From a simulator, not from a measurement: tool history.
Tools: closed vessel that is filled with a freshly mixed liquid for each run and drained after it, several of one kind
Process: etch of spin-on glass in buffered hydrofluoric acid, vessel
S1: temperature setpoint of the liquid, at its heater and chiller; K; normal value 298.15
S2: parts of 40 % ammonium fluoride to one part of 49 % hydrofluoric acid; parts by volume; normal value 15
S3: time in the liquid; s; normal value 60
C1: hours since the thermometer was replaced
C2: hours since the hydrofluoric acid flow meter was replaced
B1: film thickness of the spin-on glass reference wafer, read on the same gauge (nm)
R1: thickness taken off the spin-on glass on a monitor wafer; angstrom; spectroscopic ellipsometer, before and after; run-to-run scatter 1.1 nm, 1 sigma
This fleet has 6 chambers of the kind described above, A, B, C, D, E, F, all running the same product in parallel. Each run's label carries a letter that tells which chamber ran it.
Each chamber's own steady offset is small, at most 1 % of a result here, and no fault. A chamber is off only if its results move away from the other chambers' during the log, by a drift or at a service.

run 1A day=0.121 | S1=298.15 S2=15 S3=60 | C1=18.5 C2=1166.2 | B1=109.97 | R1=1425.6
run 2C day=0.375 | S1=298.15 S2=15 S3=60 | C1=1638.9 C2=891.2 | B1=109.99 | R1=1389.5
run 3D day=0.517 | S1=298.15 S2=15 S3=60 | C1=179.1 C2=934.7 | B1=109.99 | R1=1424.2
run 4F day=0.679 | S1=298.15 S2=15 S3=60 | C1=1121.6 C2=720.3 | B1=110.01 | R1=1409.8
run 5E day=0.821 | S1=298.15 S2=15 S3=60 | C1=380.3 C2=629.6 | B1=110 | R1=1409.2
run 6B day=1.004 | S1=298.15 S2=15 S3=60 | C1=1512.6 C2=119.4 | B1=110 | R1=1398.2
run 7E day=1.196 | S1=298.15 S2=15 S3=60 | C1=389.3 C2=638.6 | B1=109.98 | R1=1402.1
run 8F day=1.358 | S1=298.15 S2=15 S3=60 | C1=1137.9 C2=736.6 | B1=110.05 | R1=1384.4
run 9B day=1.512 | S1=298.15 S2=15 S3=60 | C1=1524.8 C2=131.6 | B1=109.98 | R1=1411.6
run 10A day=1.75 | S1=298.15 S2=15 S3=60 | C1=57.6 C2=1205.3 | B1=109.99 | R1=1418.5
run 11C day=1.875 | S1=298.15 S2=15 S3=60 | C1=1674.9 C2=927.2 | B1=110 | R1=1388.1
run 12D day=2.096 | S1=298.15 S2=20 S3=45 | C1=217 C2=972.6 | B1=110.01 | R1=806.21
run 13E day=2.296 | S1=298.15 S2=20 S3=45 | C1=415.7 C2=665 | B1=110.01 | R1=785.21
run 14C day=2.546 | S1=298.15 S2=20 S3=45 | C1=1691 C2=943.3 | B1=110.01 | R1=796.11
run 15A day=2.729 | S1=298.15 S2=20 S3=45 | C1=81.1 C2=1228.8 | B1=110.03 | R1=806
run 16B day=2.95 | S1=298.15 S2=20 S3=45 | C1=1559.3 C2=166.1 | B1=109.98 | R1=785.67
run 17D day=3.133 | S1=298.15 S2=20 S3=45 | C1=241.9 C2=997.5 | B1=110 | R1=799.42
run 18F day=3.354 | S1=298.15 S2=15 S3=60 | C1=1185.8 C2=784.5 | B1=110 | R1=1437
-- day=3.379 chamber D: hydrofluoric acid flow meter replaced
run 19C day=3.579 | S1=298.15 S2=15 S3=60 | C1=1715.8 C2=968.1 | B1=110 | R1=1390.7
run 20D day=3.788 | S1=298.15 S2=15 S3=60 | C1=257.6 C2=9.9 | B1=109.94 | R1=1413.7
run 21F day=3.938 | S1=298.15 S2=15 S3=60 | C1=1199.8 C2=798.5 | B1=110.05 | R1=1437.7
run 22E day=4.112 | S1=298.15 S2=15 S3=60 | C1=459.3 C2=708.6 | B1=110 | R1=1405.2
run 23A day=4.3 | S1=298.15 S2=15 S3=60 | C1=118.8 C2=1266.5 | B1=110.02 | R1=1396.9
run 24B day=4.496 | S1=298.15 S2=15 S3=60 | C1=1596.4 C2=203.2 | B1=109.99 | R1=1398.4
run 25A day=4.746 | S1=298.15 S2=15 S3=60 | C1=129.5 C2=1277.2 | B1=110.02 | R1=1416.5
run 26E day=4.933 | S1=298.15 S2=15 S3=60 | C1=479 C2=728.3 | B1=110.02 | R1=1428.3
run 27D day=5.167 | S1=298.15 S2=15 S3=60 | C1=290.7 C2=43 | B1=110.02 | R1=1409.9
run 28B day=5.383 | S1=298.15 S2=15 S3=60 | C1=1617.7 C2=224.5 | B1=110.03 | R1=1397.7
run 29F day=5.604 | S1=298.15 S2=15 S3=60 | C1=1239.8 C2=838.5 | B1=110.01 | R1=1468.4
run 30C day=5.783 | S1=298.15 S2=15 S3=60 | C1=1768.7 C2=1021 | B1=110.02 | R1=1416.8
run 31F day=6 | S1=298.15 S2=15 S3=60 | C1=1249.3 C2=848 | B1=109.95 | R1=1509.6
run 32B day=6.242 | S1=298.15 S2=15 S3=60 | C1=1638.3 C2=245.1 | B1=110 | R1=1396.5
run 33D day=6.475 | S1=296.15 S2=15 S3=35 | C1=322.1 C2=74.4 | B1=109.97 | R1=732.05
run 34E day=6.708 | S1=296.15 S2=15 S3=35 | C1=521.6 C2=770.9 | B1=109.98 | R1=733.78
run 35C day=6.979 | S1=296.15 S2=15 S3=35 | C1=1797.4 C2=1049.7 | B1=109.99 | R1=734.14
run 36A day=7.217 | S1=296.15 S2=15 S3=35 | C1=188.8 C2=1336.5 | B1=110 | R1=733.21
run 37C day=7.488 | S1=296.15 S2=15 S3=35 | C1=1809.6 C2=1061.9 | B1=109.93 | R1=728.19
run 38F day=7.608 | S1=296.15 S2=15 S3=35 | C1=1287.9 C2=886.6 | B1=109.98 | R1=792.11

The same settings go to every chamber for the next run, one line per chamber below. Forecast the results for each:
run 39A day=7.812 | S1=298.15 S2=12 S3=60 | R1=?
run 39B day=7.812 | S1=298.15 S2=12 S3=60 | R1=?
run 39C day=7.812 | S1=298.15 S2=12 S3=60 | R1=?
run 39D day=7.812 | S1=298.15 S2=12 S3=60 | R1=?
run 39E day=7.812 | S1=298.15 S2=12 S3=60 | R1=?
run 39F day=7.812 | S1=298.15 S2=12 S3=60 | R1=?

run=39A R1=1746.2
run=39B R1=1737.4
run=39C R1=1745.5
run=39D R1=1728.5
run=39E R1=1743.3
run=39F R1=1892.3
